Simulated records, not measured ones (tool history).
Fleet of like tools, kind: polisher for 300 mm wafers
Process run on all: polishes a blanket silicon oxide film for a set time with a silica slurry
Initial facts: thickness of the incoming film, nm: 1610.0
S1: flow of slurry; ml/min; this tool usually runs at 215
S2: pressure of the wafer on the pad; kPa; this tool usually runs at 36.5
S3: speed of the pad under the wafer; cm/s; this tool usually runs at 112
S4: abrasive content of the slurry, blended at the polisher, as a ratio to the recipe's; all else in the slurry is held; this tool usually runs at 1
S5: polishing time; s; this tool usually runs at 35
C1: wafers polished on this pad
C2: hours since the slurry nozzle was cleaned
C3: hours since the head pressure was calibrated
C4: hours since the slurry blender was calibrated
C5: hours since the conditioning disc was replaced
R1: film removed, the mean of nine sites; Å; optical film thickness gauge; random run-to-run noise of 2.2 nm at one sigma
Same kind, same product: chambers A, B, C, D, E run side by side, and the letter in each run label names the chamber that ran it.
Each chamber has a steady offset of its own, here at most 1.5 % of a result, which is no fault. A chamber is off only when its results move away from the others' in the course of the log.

At day 0.071: chamber C: slurry nozzle cleaned.
At day 0.196: chamber D: worn pad replaced by a new one.
Run 1E, day 0.238: usual settings; C1 836; C2 757.6; C3 959.9; C4 104.3; C5 115. Result: R1 1555.3 Å.
Run 2B, day 0.421: usual settings; C1 718; C2 520.5; C3 605.1; C4 97; C5 34.9. Result: R1 1597 Å.
At day 0.55: chamber D: head pressure recalibrated.
At day 0.692: chamber E: slurry nozzle cleaned.
At day 0.721: chamber A: worn pad replaced by a new one.
Run 3D, day 0.808: usual settings; C1 119; C2 215.3; C3 6.2; C4 20.8; C5 289.3. Result: R1 1562 Å.
Run 4C, day 1.121: usual settings; C1 531; C2 25.3; C3 1079.1; C4 166; C5 336.5. Result: R1 1591.4 Å.
Run 5A, day 1.342: usual settings; C1 120; C2 144.7; C3 750.4; C4 114.8; C5 74.3. Result: R1 1541.5 Å.
Run 6D, day 1.667: usual settings; C1 284; C2 235.9; C3 26.8; C4 41.4; C5 309.9. Result: R1 1580.1 Å.
At day 1.683: chamber D: conditioning disc replaced and pad reconditioned.
At day 1.692: chamber B: worn pad replaced by a new one.
At day 1.762: chamber E: worn pad replaced by a new one.
Run 7B, day 1.912: usual settings; C1 42; C2 556.3; C3 640.9; C4 132.8; C5 70.7. Result: R1 1561.4 Å.
At day 1.971: chamber C: slurry blender recalibrated.
At day 1.975: chamber C: head pressure recalibrated.
At day 2.112: chamber A: slurry blender recalibrated.
Run 8A, day 2.167: usual settings; C1 279; C2 164.5; C3 770.2; C4 1.4; C5 94.1. Result: R1 1615.9 Å.
Run 9E, day 2.375: usual settings; C1 118; C2 40.5; C3 1011.2; C4 155.6; C5 166.3. Result: R1 1539.1 Å.
Run 10C, day 2.646: usual settings; C1 825; C2 61.9; C3 16.1; C4 16.3; C5 373.1. Result: R1 1569.1 Å.
Run 11D, day 3.029: usual settings; C1 547; C2 268.6; C3 59.5; C4 74.1; C5 32.4. Result: R1 1593.1 Å.
Run 12A, day 3.317: usual settings; C1 501; C2 192.1; C3 797.8; C4 29; C5 121.7. Result: R1 1631.2 Å.
At day 3.375: chamber A: worn pad replaced by a new one.
Run 13E, day 3.638: usual settings; C1 362; C2 70.8; C3 1041.5; C4 185.9; C5 196.6. Result: R1 1562.2 Å.
Run 14C, day 3.883: usual settings; C1 1064; C2 91.6; C3 45.8; C4 46; C5 402.8. Result: R1 1577.3 Å.
At day 3.9: chamber A: slurry nozzle cleaned.
At day 3.908: chamber C: worn pad replaced by a new one.
Run 15B, day 4.112: usual settings; C1 467; C2 609.1; C3 693.7; C4 185.6; C5 123.5. Result: R1 1548.5 Å.
Run 16B, day 4.3: usual settings; C1 503; C2 613.6; C3 698.2; C4 190.1; C5 128. Result: R1 1522.3 Å.
Run 17D, day 4.521: usual settings; C1 835; C2 304.4; C3 95.3; C4 109.9; C5 68.2. Result: R1 1590.7 Å.
Run 18C, day 4.883: usual settings; C1 188; C2 115.6; C3 69.8; C4 70; C5 426.8. Result: R1 1553.9 Å.
Run 19E, day 5.212: usual settings; C1 666; C2 108.6; C3 1079.3; C4 223.7; C5 234.4. Result: R1 1555.7 Å.
At day 5.267: chamber E: slurry blender recalibrated.
Run 20A, day 5.571: usual settings; C1 424; C2 40.1; C3 851.9; C4 83.1; C5 175.8. Result: R1 1624.1 Å.
At day 5.817: chamber A: worn pad replaced by a new one.
Run 21E, day 5.871: usual settings; C1 794; C2 124.4; C3 1095.1; C4 14.6; C5 250.2. Result: R1 1572 Å.
At day 6.033: chamber D: worn pad replaced by a new one.
Run 22B, day 6.142: usual settings; C1 859; C2 657.8; C3 742.4; C4 234.3; C5 172.2. Result: R1 1502.2 Å.
At day 6.367: chamber B: conditioning disc replaced and pad reconditioned.
Run 23A, day 6.433: usual settings; C1 119; C2 60.8; C3 872.6; C4 103.8; C5 196.5. Result: R1 1542.9 Å.
At day 6.658: chamber D: slurry blender recalibrated.
At day 6.692: chamber B: worn pad replaced by a new one.
Run 24D, day 6.758: usual settings; C1 140; C2 358.1; C3 149; C4 2.5; C5 121.9. Result: R1 1605.2 Å.
Run 25C, day 7.133: usual settings; C1 623; C2 169.6; C3 123.8; C4 124; C5 480.8. Result: R1 1558.2 Å.
At day 7.296: chamber A: slurry blender recalibrated.
At day 7.358: chamber D: slurry nozzle cleaned.
Run 26B, day 7.388: usual settings but S1 275 ml/min; C1 134; C2 687.7; C3 772.3; C4 264.2; C5 24.5. Result: R1 1466.9 Å.
At day 7.617: chamber B: slurry nozzle cleaned.
Run 27E, day 7.725: usual settings but S1 275 ml/min; C1 1152; C2 168.9; C3 1139.6; C4 59.1; C5 294.7. Result: R1 1625.5 Å.
At day 7.758: chamber E: worn pad replaced by a new one.
Run 28A, day 8.004: usual settings but S1 275 ml/min; C1 422; C2 98.5; C3 910.3; C4 17; C5 234.2. Result: R1 1637.1 Å.
Run 29C, day 8.217: usual settings but S1 275 ml/min; C1 832; C2 195.6; C3 149.8; C4 150; C5 506.8. Result: R1 1592.8 Å.
At day 8.479: chamber A: worn pad replaced by a new one.
Run 30D, day 8.575: usual settings but S1 275 ml/min; C1 490; C2 29.3; C3 192.6; C4 46.1; C5 165.5. Result: R1 1608.4 Å.
Run 31B, day 8.792: usual settings but S4 0.8; C1 405; C2 28.2; C3 806; C4 297.9; C5 58.2. Result: R1 1269.8 Å.
Run 32A, day 8.975: usual settings but S4 0.8; C1 95; C2 121.8; C3 933.6; C4 40.3; C5 257.5. Result: R1 1441.9 Å.
Run 33D, day 9.246: usual settings but S4 0.8; C1 620; C2 45.4; C3 208.7; C4 62.2; C5 181.6. Result: R1 1408 Å.
Run 34E, day 9.45: usual settings but S4 0.8; C1 327; C2 210.3; C3 1181; C4 100.5; C5 336.1. Result: R1 1420.4 Å.
Run 35C, day 9.833: usual settings but S4 0.8; C1 1144; C2 234.4; C3 188.6; C4 188.8; C5 545.6. Result: R1 1426.9 Å.
At day 9.904: chamber C: worn pad replaced by a new one.
Run 36E, day 10.083: usual settings; C1 449; C2 225.5; C3 1196.2; C4 115.7; C5 351.3. Result: R1 1557.8 Å.
Run 37B, day 10.35: usual settings; C1 706; C2 65.6; C3 843.4; C4 335.3; C5 95.6. Result: R1 1373.1 Å.
Run 38D, day 10.646: usual settings; C1 890; C2 79; C3 242.3; C4 95.8; C5 215.2. Result: R1 1571.2 Å.
At day 10.804: chamber A: worn pad replaced by a new one.
Run 39A, day 10.908: usual settings but S1 150 ml/min, S5 43 s; C1 20; C2 168.2; C3 980; C4 86.7; C5 303.9. Result: R1 1845.2 Å.
At day 10.962: chamber C: slurry blender recalibrated.
Run 40C, day 11.2: usual settings but S1 150 ml/min, S5 43 s; C1 250; C2 267.2; C3 221.4; C4 5.8; C5 578.4. Result: R1 1884.4 Å.
At day 11.383: chamber B: worn pad replaced by a new one.
Run 41B, day 11.525: usual settings but S1 150 ml/min, S5 43 s; C1 27; C2 93.8; C3 871.6; C4 363.5; C5 123.8. Result: R1 1556.7 Å.
Run 42E, day 11.738: usual settings but S1 150 ml/min, S5 43 s; C1 768; C2 265.2; C3 1235.9; C4 155.4; C5 391. Result: R1 1846.5 Å.
Run 43C, day 12.079: usual settings but S1 150 ml/min, S5 43 s; C1 420; C2 288.3; C3 242.5; C4 26.9; C5 599.5. Result: R1 1873.4 Å.
Run 44D, day 12.325: usual settings; C1 1214; C2 119.3; C3 282.6; C4 136.1; C5 255.5. Result: R1 1609.5 Å.

Is one chamber out of step, is the gauge drifting, or do the chambers differ by no more than their own small offsets? For an off chamber, give its letter and the likeliest cause.

It is chamber B that slowly wanders off from its peers.
What lies behind it: abrasive missing from the slurry, % = 31.

Chamber B could run next with any of the 4 candidate recipes listed below; each alters the usual settings, and their results appear as question marks. Which one brings its results back in line with what the other chambers deliver on the usual settings?
Counts as in line when no further than this from what the other chambers average on the usual settings: R1 76 Å
Run 45B-1, day 12.612: usual settings but S2 43.4 kPa, S5 41 s. Result: R1 ?.
Run 45B-2, day 12.612: usual settings but S2 39.3 kPa, S3 118 cm/s, S4 1.05, S5 37 s. Result: R1 ?.
Run 45B-3, day 12.612: usual settings but S2 33.1 kPa, S3 104 cm/s, S4 0.95. Result: R1 ?.
Run 45B-4, day 12.612: usual settings but S2 32.4 kPa, S3 102 cm/s, S4 0.95, S5 31 s. Result: R1 ?.

Mean of the other chambers on the usual settings: R1 1583.4 Å
  run      R1
45B-1  1822.4
45B-2  1592.3
45B-3  1081.6
45B-4  923.34
With 45B-2, the chamber falls back in line with the rest.
